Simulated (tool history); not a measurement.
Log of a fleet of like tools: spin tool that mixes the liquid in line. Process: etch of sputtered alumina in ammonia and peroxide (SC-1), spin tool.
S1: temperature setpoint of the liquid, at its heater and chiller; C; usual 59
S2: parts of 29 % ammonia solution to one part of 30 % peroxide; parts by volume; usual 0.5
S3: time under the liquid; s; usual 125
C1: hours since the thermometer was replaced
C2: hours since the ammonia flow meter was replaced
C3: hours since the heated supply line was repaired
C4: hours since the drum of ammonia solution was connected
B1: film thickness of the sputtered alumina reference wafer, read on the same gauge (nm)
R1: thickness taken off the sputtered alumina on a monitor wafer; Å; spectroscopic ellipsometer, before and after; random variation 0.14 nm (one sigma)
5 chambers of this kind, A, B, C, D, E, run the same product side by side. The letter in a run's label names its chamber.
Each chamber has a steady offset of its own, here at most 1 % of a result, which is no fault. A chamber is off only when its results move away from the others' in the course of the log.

run 1B day=0.158 | S1=59 S2=0.5 S3=125 | C1=140.6 C2=994.9 C3=531.8 C4=183.5 | B1=60 | R1=188
run 2D day=0.479 | S1=59 S2=0.5 S3=125 | C1=569.2 C2=567.8 C3=261.9 C4=301.9 | B1=60.006 | R1=188.99
run 3A day=0.717 | S1=59 S2=0.5 S3=125 | C1=539.9 C2=128.6 C3=2127.4 C4=172 | B1=59.991 | R1=185.32
run 4C day=0.992 | S1=59 S2=0.5 S3=125 | C1=446.4 C2=75.5 C3=1823.6 C4=395.9 | B1=59.987 | R1=189.08
run 5E day=1.212 | S1=59 S2=0.5 S3=125 | C1=1005.9 C2=526.9 C3=447.4 C4=301.8 | B1=60.001 | R1=189.01
run 6D day=1.512 | S1=59 S2=0.5 S3=125 | C1=594 C2=592.6 C3=286.7 C4=326.7 | B1=59.991 | R1=189.95
run 7E day=1.704 | S1=59 S2=0.5 S3=125 | C1=1017.7 C2=538.7 C3=459.2 C4=313.6 | B1=59.996 | R1=189.76
run 8A day=2.033 | S1=59 S2=0.5 S3=125 | C1=571.5 C2=160.2 C3=2159 C4=203.6 | B1=59.975 | R1=188.38
run 9C day=2.275 | S1=59 S2=0.5 S3=125 | C1=477.2 C2=106.3 C3=1854.4 C4=426.7 | B1=60.014 | R1=185.57
run 10B day=2.579 | S1=59 S2=0.5 S3=125 | C1=198.7 C2=1053 C3=589.9 C4=241.6 | B1=59.993 | R1=187.4
run 11D day=2.838 | S1=59 S2=0.5 S3=125 | C1=625.8 C2=624.4 C3=318.5 C4=358.5 | B1=59.974 | R1=188.4
run 12E day=3.054 | S1=53 S2=0.65 S3=125 | C1=1050.1 C2=571.1 C3=491.6 C4=346 | B1=60 | R1=139.77
run 13B day=3.254 | S1=53 S2=0.65 S3=125 | C1=214.9 C2=1069.2 C3=606.1 C4=257.8 | B1=60.017 | R1=141.57
run 14C day=3.408 | S1=53 S2=0.65 S3=125 | C1=504.4 C2=133.5 C3=1881.6 C4=453.9 | B1=59.992 | R1=140.52
-- day=3.488 chamber E: thermometer replaced
run 15A day=3.617 | S1=53 S2=0.65 S3=125 | C1=609.5 C2=198.2 C3=2197 C4=241.6 | B1=60.015 | R1=141.72
run 16D day=3.933 | S1=53 S2=0.65 S3=125 | C1=652.1 C2=650.7 C3=344.8 C4=384.8 | B1=59.994 | R1=139.05
run 17C day=4.267 | S1=65.5 S2=0.5 S3=125 | C1=525 C2=154.1 C3=1902.2 C4=474.5 | B1=60.009 | R1=259.68
run 18E day=4.421 | S1=65.5 S2=0.5 S3=125 | C1=22.4 C2=603.9 C3=524.4 C4=378.8 | B1=59.999 | R1=259.15
run 19A day=4.688 | S1=65.5 S2=0.5 S3=125 | C1=635.2 C2=223.9 C3=2222.7 C4=267.3 | B1=59.995 | R1=262.33
run 20B day=4.938 | S1=65.5 S2=0.5 S3=125 | C1=255.3 C2=1109.6 C3=646.5 C4=298.2 | B1=60 | R1=263.37
run 21C day=5.142 | S1=65.5 S2=0.5 S3=125 | C1=546 C2=175.1 C3=1923.2 C4=495.5 | B1=60.001 | R1=257.07
run 22E day=5.292 | S1=59 S2=0.5 S3=125 | C1=43.3 C2=624.8 C3=545.3 C4=399.7 | B1=60.005 | R1=189.59
run 23A day=5.604 | S1=59 S2=0.65 S3=85 | C1=657.2 C2=245.9 C3=2244.7 C4=289.3 | B1=60.011 | R1=130.23
-- day=5.692 chamber A: new drum of ammonia solution connected
run 24B day=5.858 | S1=59 S2=0.65 S3=85 | C1=277.4 C2=1131.7 C3=668.6 C4=320.3 | B1=59.975 | R1=129.73
run 25D day=6.183 | S1=59 S2=0.65 S3=85 | C1=706.1 C2=704.7 C3=398.8 C4=438.8 | B1=60.004 | R1=128.43
run 26C day=6.471 | S1=59 S2=0.65 S3=85 | C1=577.9 C2=207 C3=1955.1 C4=527.4 | B1=59.997 | R1=130.12
run 27D day=6.675 | S1=59 S2=0.65 S3=85 | C1=717.9 C2=716.5 C3=410.6 C4=450.6 | B1=59.984 | R1=127.79
run 28E day=6.838 | S1=59 S2=0.5 S3=125 | C1=80.4 C2=661.9 C3=582.4 C4=436.8 | B1=59.996 | R1=189.11
run 29A day=7.112 | S1=59 S2=0.5 S3=125 | C1=693.4 C2=282.1 C3=2280.9 C4=34.1 | B1=60.011 | R1=184.52
run 30B day=7.371 | S1=59 S2=0.5 S3=125 | C1=313.7 C2=1168 C3=704.9 C4=356.6 | B1=59.993 | R1=188.01
run 31B day=7.542 | S1=59 S2=0.5 S3=125 | C1=317.8 C2=1172.1 C3=709 C4=360.7 | B1=60.004 | R1=188.41
run 32D day=7.762 | S1=65.5 S2=0.5 S3=125 | C1=744 C2=742.6 C3=436.7 C4=476.7 | B1=59.998 | R1=255.12
run 33E day=7.954 | S1=65.5 S2=0.5 S3=125 | C1=107.2 C2=688.7 C3=609.2 C4=463.6 | B1=60.002 | R1=263.78
run 34A day=8.121 | S1=65.5 S2=0.5 S3=125 | C1=717.6 C2=306.3 C3=2305.1 C4=58.3 | B1=59.993 | R1=262.76
run 35C day=8.283 | S1=65.5 S2=0.5 S3=125 | C1=621.4 C2=250.5 C3=1998.6 C4=570.9 | B1=60.004 | R1=264.22
run 36A day=8.508 | S1=65.5 S2=0.5 S3=125 | C1=726.9 C2=315.6 C3=2314.4 C4=67.6 | B1=60.001 | R1=262.13
run 37C day=8.671 | S1=59 S2=0.5 S3=125 | C1=630.7 C2=259.8 C3=2007.9 C4=580.2 | B1=60.008 | R1=187.59
run 38B day=8.842 | S1=59 S2=0.5 S3=125 | C1=349 C2=1203.3 C3=740.2 C4=391.9 | B1=60.003 | R1=190.7
run 39E day=9.179 | S1=59 S2=0.5 S3=125 | C1=136.6 C2=718.1 C3=638.6 C4=493 | B1=60.005 | R1=187.8
run 40D day=9.517 | S1=59 S2=0.5 S3=125 | C1=786.1 C2=784.7 C3=478.8 C4=518.8 | B1=59.998 | R1=178.31
run 41B day=9.762 | S1=59 S2=0.5 S3=125 | C1=371.1 C2=1225.4 C3=762.3 C4=414 | B1=59.994 | R1=185.42

Is one chamber off against the others, does the gauge drift, or is nothing wrong? If a chamber is off, say which, and what the likeliest cause is.

Chamber D drifts away from the others.
Cause: temperature lost on the way to the wafer (K) = 1.29.
The log may not tell that from: liquid colder than its thermometer reads (K).

Here are 4 candidates for chamber D's next run, each the usual settings with a change, their results left as question marks. Which one brings its results back in line with what the others give on the usual settings?
In line means no further than this from the other chambers' mean on the usual settings: R1 4.9 Å
run 42D-1 day=10.008 | S1=58 S2=0.5 S3=125 | R1=?
run 42D-2 day=10.008 | S1=60 S2=0.5 S3=125 | R1=?
run 42D-3 day=10.008 | S1=57 S2=0.5 S3=125 | R1=?
run 42D-4 day=10.008 | S1=61 S2=0.5 S3=125 | R1=?

The other chambers' mean on the usual settings: R1 188.38 Å
run=42D-1 R1=168.48
run=42D-2 R1=187.11
run=42D-3 R1=159.75
run=42D-4 R1=197.13
42D-2 brings the chamber back in line.
